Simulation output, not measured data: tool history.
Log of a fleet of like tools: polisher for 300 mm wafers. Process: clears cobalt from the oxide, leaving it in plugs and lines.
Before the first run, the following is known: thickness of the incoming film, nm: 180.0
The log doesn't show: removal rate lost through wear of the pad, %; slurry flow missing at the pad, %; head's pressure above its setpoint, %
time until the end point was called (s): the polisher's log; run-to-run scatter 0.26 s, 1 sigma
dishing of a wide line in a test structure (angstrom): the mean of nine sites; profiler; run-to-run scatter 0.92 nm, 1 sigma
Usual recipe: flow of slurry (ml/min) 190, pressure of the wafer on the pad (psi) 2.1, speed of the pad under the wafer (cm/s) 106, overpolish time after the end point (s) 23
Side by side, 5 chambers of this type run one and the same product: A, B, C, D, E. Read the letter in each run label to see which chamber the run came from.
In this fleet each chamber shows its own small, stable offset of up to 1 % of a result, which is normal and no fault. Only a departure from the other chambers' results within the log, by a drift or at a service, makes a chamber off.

| run | day | flow of slurry (ml/min) | pressure of the wafer on the pad (psi) | speed of the pad under the wafer (cm/s) | overpolish time after the end point (s) | wafers polished on this pad | hours since the slurry nozzle was cleaned | hours since the head pressure was calibrated | time until the end point was called (s) | dishing of a wide line in a test structure (angstrom) |
|---|---|---|---|---|---|---|---|---|---|---|
| 1D | 0.358 | 190 | 2.1 | 106 | 23 | 1064 | 11.8 | 345.1 | 31.192 | 540.25 |
| 2E | 0.792 | 190 | 2.1 | 106 | 23 | 521 | 151.6 | 41.6 | 31.673 | 548.34 |
| 3C | 1.271 | 190 | 2.1 | 106 | 23 | 969 | 192.2 | 417 | 31.798 | 528.31 |
| 4A | 1.742 | 190 | 2.1 | 106 | 23 | 1289 | 321 | 1045.6 | 31.34 | 552.9 |
| 5B | 2.192 | 190 | 2.1 | 106 | 23 | 630 | 529.5 | 556.7 | 31.547 | 566.27 |
|  | 2.588 | chamber A: worn pad replaced by a new one |
| 6D | 2.708 | 190 | 2.1 | 106 | 23 | 1461 | 68.2 | 401.5 | 31.798 | 534.84 |
|  | 2.825 | chamber D: worn pad replaced by a new one |
| 7B | 2.946 | 190 | 2.1 | 106 | 23 | 757 | 547.6 | 574.8 | 31.655 | 540.07 |
|  | 3.346 | chamber C: slurry nozzle cleaned |
| 8E | 3.354 | 190 | 2.1 | 106 | 23 | 954 | 213.1 | 103.1 | 31.739 | 541.29 |
|  | 3.721 | chamber A: slurry nozzle cleaned |
| 9A | 3.817 | 190 | 2.1 | 106 | 23 | 207 | 2.3 | 1095.4 | 31.598 | 564.76 |
|  | 4.125 | chamber C: worn pad replaced by a new one |
| 10C | 4.325 | 190 | 2.1 | 106 | 23 | 34 | 23.5 | 490.3 | 31.265 | 551.41 |
|  | 4.562 | chamber B: worn pad replaced by a new one |
| 11E | 4.683 | 190 | 2.1 | 106 | 23 | 1178 | 245 | 135 | 31.755 | 553.81 |
| 12B | 4.962 | 190 | 2.1 | 106 | 23 | 68 | 596 | 623.2 | 31.899 | 549.36 |
| 13A | 5.404 | 190 | 2.1 | 106 | 23 | 475 | 40.4 | 1133.5 | 31.317 | 559.79 |
| 14D | 5.921 | 190 | 2.1 | 106 | 23 | 523 | 145.3 | 478.6 | 31.195 | 554.41 |
|  | 6.267 | chamber E: worn pad replaced by a new one |
| 15C | 6.396 | 190 | 2.1 | 106 | 23 | 383 | 73.2 | 540 | 31.885 | 548.44 |
| 16D | 6.775 | 190 | 2.6 | 106 | 23 | 667 | 165.8 | 499.1 | 25.47 | 559.24 |
|  | 7.058 | chamber C: head pressure recalibrated |
|  | 7.083 | chamber A: head pressure recalibrated |
| 17C | 7.112 | 190 | 2.6 | 106 | 23 | 504 | 90.4 | 1.4 | 25.465 | 574.27 |
| 18A | 7.367 | 190 | 2.6 | 106 | 23 | 807 | 87.5 | 6.9 | 24.984 | 585.2 |
| 19E | 7.867 | 190 | 2.6 | 106 | 23 | 270 | 321.4 | 211.4 | 25.118 | 571.52 |
| 20B | 8.1 | 190 | 2.6 | 106 | 23 | 597 | 671.3 | 698.5 | 25.205 | 592.08 |
| 21D | 8.388 | 190 | 2.1 | 106 | 23 | 939 | 204.5 | 537.8 | 31.253 | 546.26 |
| 22E | 8.629 | 190 | 2.1 | 106 | 23 | 399 | 339.7 | 229.7 | 31.75 | 543.93 |
| 23C | 9.067 | 190 | 2.1 | 106 | 23 | 834 | 137.3 | 48.3 | 31.384 | 544.01 |
|  | 9.308 | chamber B: slurry nozzle cleaned |
| 24A | 9.488 | 240 | 2.1 | 106 | 28 | 1165 | 138.4 | 57.8 | 30.651 | 586.83 |
| 25B | 9.996 | 240 | 2.1 | 106 | 28 | 918 | 16.5 | 744 | 30.821 | 579.67 |
| 26E | 10.329 | 240 | 2.1 | 106 | 28 | 686 | 380.5 | 270.5 | 30.478 | 571.7 |
|  | 10.462 | chamber A: worn pad replaced by a new one |
|  | 10.467 | chamber B: worn pad replaced by a new one |
| 27B | 10.575 | 240 | 2.1 | 106 | 28 | 18 | 30.4 | 757.9 | 30.398 | 576.23 |
| 28A | 10.983 | 240 | 2.1 | 106 | 28 | 88 | 174.3 | 93.7 | 30.259 | 609.94 |
| 29D | 11.417 | 190 | 2.1 | 106 | 23 | 1451 | 277.2 | 610.5 | 31.578 | 547.27 |
| 30C | 11.662 | 190 | 2.1 | 106 | 23 | 1273 | 199.6 | 110.6 | 31.849 | 542.99 |
|  | 11.754 | chamber C: worn pad replaced by a new one |
| 31E | 12.05 | 190 | 2.1 | 106 | 23 | 977 | 421.8 | 311.8 | 31.312 | 566.61 |
|  | 12.208 | chamber D: worn pad replaced by a new one |
| 32A | 12.325 | 190 | 2.1 | 106 | 23 | 315 | 206.5 | 125.9 | 31.146 | 576.42 |
| 33C | 12.55 | 190 | 2.1 | 106 | 23 | 134 | 220.9 | 131.9 | 31.202 | 550.86 |
| 34B | 12.942 | 190 | 1.8 | 106 | 30 | 418 | 87.2 | 814.7 | 36.871 | 576.94 |
| 35D | 13.171 | 190 | 1.8 | 106 | 30 | 162 | 319.3 | 652.6 | 37.247 | 560.22 |
| 36C | 13.567 | 190 | 1.8 | 106 | 30 | 306 | 245.3 | 156.3 | 36.836 | 554.81 |
| 37D | 14.021 | 190 | 1.8 | 106 | 30 | 306 | 339.7 | 673 | 37.164 | 584.06 |

Next, all 5 chambers run the settings below, one line each with question marks for the results. What does each chamber give?
| 38A | 14.392 | 190 | 1.6 | 106 | 23 |  |  |  | ? | ? |
| 38B | 14.392 | 190 | 1.6 | 106 | 23 |  |  |  | ? | ? |
| 38C | 14.392 | 190 | 1.6 | 106 | 23 |  |  |  | ? | ? |
| 38D | 14.392 | 190 | 1.6 | 106 | 23 |  |  |  | ? | ? |
| 38E | 14.392 | 190 | 1.6 | 106 | 23 |  |  |  | ? | ? |

| run | time until the end point was called (s) | dishing of a wide line in a test structure (angstrom) |
|---|---|---|
| 38A | 40.798 | 496.72 |
| 38B | 41.292 | 496.48 |
| 38C | 41.249 | 503.29 |
| 38D | 41.476 | 500.21 |
| 38E | 42.104 | 506.5 |
